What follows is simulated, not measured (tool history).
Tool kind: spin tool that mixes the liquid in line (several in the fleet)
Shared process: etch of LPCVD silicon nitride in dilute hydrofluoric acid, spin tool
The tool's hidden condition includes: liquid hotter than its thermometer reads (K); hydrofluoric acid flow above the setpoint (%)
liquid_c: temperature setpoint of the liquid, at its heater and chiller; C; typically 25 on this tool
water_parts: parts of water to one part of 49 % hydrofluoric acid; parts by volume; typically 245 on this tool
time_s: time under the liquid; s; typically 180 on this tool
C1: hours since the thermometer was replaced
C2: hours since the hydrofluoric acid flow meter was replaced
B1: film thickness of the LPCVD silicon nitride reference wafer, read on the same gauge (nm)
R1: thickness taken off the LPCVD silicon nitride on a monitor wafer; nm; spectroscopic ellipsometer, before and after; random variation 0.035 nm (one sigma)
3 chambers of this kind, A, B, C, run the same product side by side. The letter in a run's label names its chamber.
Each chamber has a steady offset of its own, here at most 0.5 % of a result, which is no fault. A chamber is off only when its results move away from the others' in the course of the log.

Run 1B, day 0.179: usual settings; C1 10.5; C2 558.6; B1 110.06. Result: R1 0.46152 nm.
Run 2A, day 0.362: usual settings; C1 1733; C2 202.4; B1 109.98. Result: R1 0.50167 nm.
Run 3C, day 0.762: usual settings; C1 1179.8; C2 1466.9; B1 110.03. Result: R1 0.4731 nm.
Run 4A, day 0.979: usual settings; C1 1747.8; C2 217.2; B1 109.99. Result: R1 0.44443 nm.
Run 5C, day 1.362: usual settings; C1 1194.2; C2 1481.3; B1 109.95. Result: R1 0.34035 nm.
Run 6B, day 1.6: usual settings but water_parts 175 parts by volume, time_s 125 s; C1 44.6; C2 592.7; B1 109.97. Result: R1 0.3504 nm.
Run 7C, day 1.821: usual settings but water_parts 175 parts by volume, time_s 125 s; C1 1205.2; C2 1492.3; B1 110.01. Result: R1 0.35992 nm.
Run 8A, day 2.158: usual settings but water_parts 175 parts by volume, time_s 125 s; C1 1776.1; C2 245.5; B1 110.01. Result: R1 0.40484 nm.
Run 9B, day 2.512: usual settings but water_parts 345 parts by volume; C1 66.5; C2 614.6; B1 110.03. Result: R1 0.3274 nm.
Run 10A, day 2.867: usual settings but water_parts 345 parts by volume; C1 1793.1; C2 262.5; B1 110.01. Result: R1 0.28234 nm.
Run 11C, day 3.062: usual settings but water_parts 345 parts by volume; C1 1235; C2 1522.1; B1 110.02. Result: R1 0.34031 nm.
Run 12B, day 3.267: usual settings; C1 84.6; C2 632.7; B1 110. Result: R1 0.43531 nm.
Run 13A, day 3.662: usual settings; C1 1812.2; C2 281.6; B1 109.97. Result: R1 0.40101 nm.
Run 14C, day 3.95: usual settings; C1 1256.3; C2 1543.4; B1 109.99. Result: R1 0.4371 nm.
At day 4.05: chamber B: hydrofluoric acid flow meter replaced.
Run 15B, day 4.283: usual settings; C1 109; C2 5.6; B1 110.03. Result: R1 0.38582 nm.
Run 16C, day 4.575: usual settings but time_s 225 s; C1 1271.3; C2 1558.4; B1 109.98. Result: R1 0.4913 nm.
Run 17B, day 4.808: usual settings but time_s 225 s; C1 121.6; C2 18.2; B1 109.98. Result: R1 0.45703 nm.
Run 18A, day 5.096: usual settings but time_s 225 s; C1 1846.6; C2 316; B1 109.99. Result: R1 0.55075 nm.
Run 19A, day 5.5: usual settings but time_s 270 s; C1 1856.3; C2 325.7; B1 110.01. Result: R1 0.61792 nm.
Run 20B, day 5.817: usual settings but time_s 270 s; C1 145.8; C2 42.4; B1 109.99. Result: R1 0.56193 nm.
Run 21C, day 6.179: usual settings but time_s 270 s; C1 1309.8; C2 1596.9; B1 109.99. Result: R1 0.56783 nm.
Run 22B, day 6.542: usual settings; C1 163.2; C2 59.8; B1 110.01. Result: R1 0.44846 nm.
Run 23C, day 6.796: usual settings but liquid_c 21 C; C1 1324.6; C2 1611.7; B1 109.96. Result: R1 0.34563 nm.
Run 24A, day 7.117: usual settings but liquid_c 21 C; C1 1895.1; C2 364.5; B1 109.97. Result: R1 0.32838 nm.
Run 25A, day 7.454: usual settings but liquid_c 21 C; C1 1903.2; C2 372.6; B1 109.96. Result: R1 0.36439 nm.
Run 26B, day 7.679: usual settings; C1 190.5; C2 87.1; B1 110.03. Result: R1 0.43638 nm.
Run 27C, day 7.921: usual settings but liquid_c 28 C; C1 1351.6; C2 1638.7; B1 109.95. Result: R1 0.50146 nm.
Run 28A, day 8.125: usual settings but liquid_c 28 C; C1 1919.3; C2 388.7; B1 109.97. Result: R1 0.56577 nm.
Run 29B, day 8.496: usual settings but liquid_c 28 C; C1 210.1; C2 106.7; B1 109.98. Result: R1 0.4955 nm.
Run 30C, day 8.838: usual settings; C1 1373.6; C2 1660.7; B1 109.98. Result: R1 0.38567 nm.
Run 31A, day 9.125: usual settings; C1 1943.3; C2 412.7; B1 109.98. Result: R1 0.43676 nm.
Run 32C, day 9.421: usual settings; C1 1387.6; C2 1674.7; B1 110.01. Result: R1 0.41663 nm.
Run 33B, day 9.825: usual settings; C1 242; C2 138.6; B1 109.98. Result: R1 0.41762 nm.
Run 34A, day 10.129: usual settings; C1 1967.4; C2 436.8; B1 109.93. Result: R1 0.42406 nm.

For the next run the whole fleet of 3 chambers uses the same settings. Give each chamber's results:
Run 35A, day 10.425: usual settings but time_s 250 s. Result: R1 ?.
Run 35B, day 10.425: usual settings but time_s 250 s. Result: R1 ?.
Run 35C, day 10.425: usual settings but time_s 250 s. Result: R1 ?.

run       R1
35A   0.5983
35B  0.67541
35C  0.56611
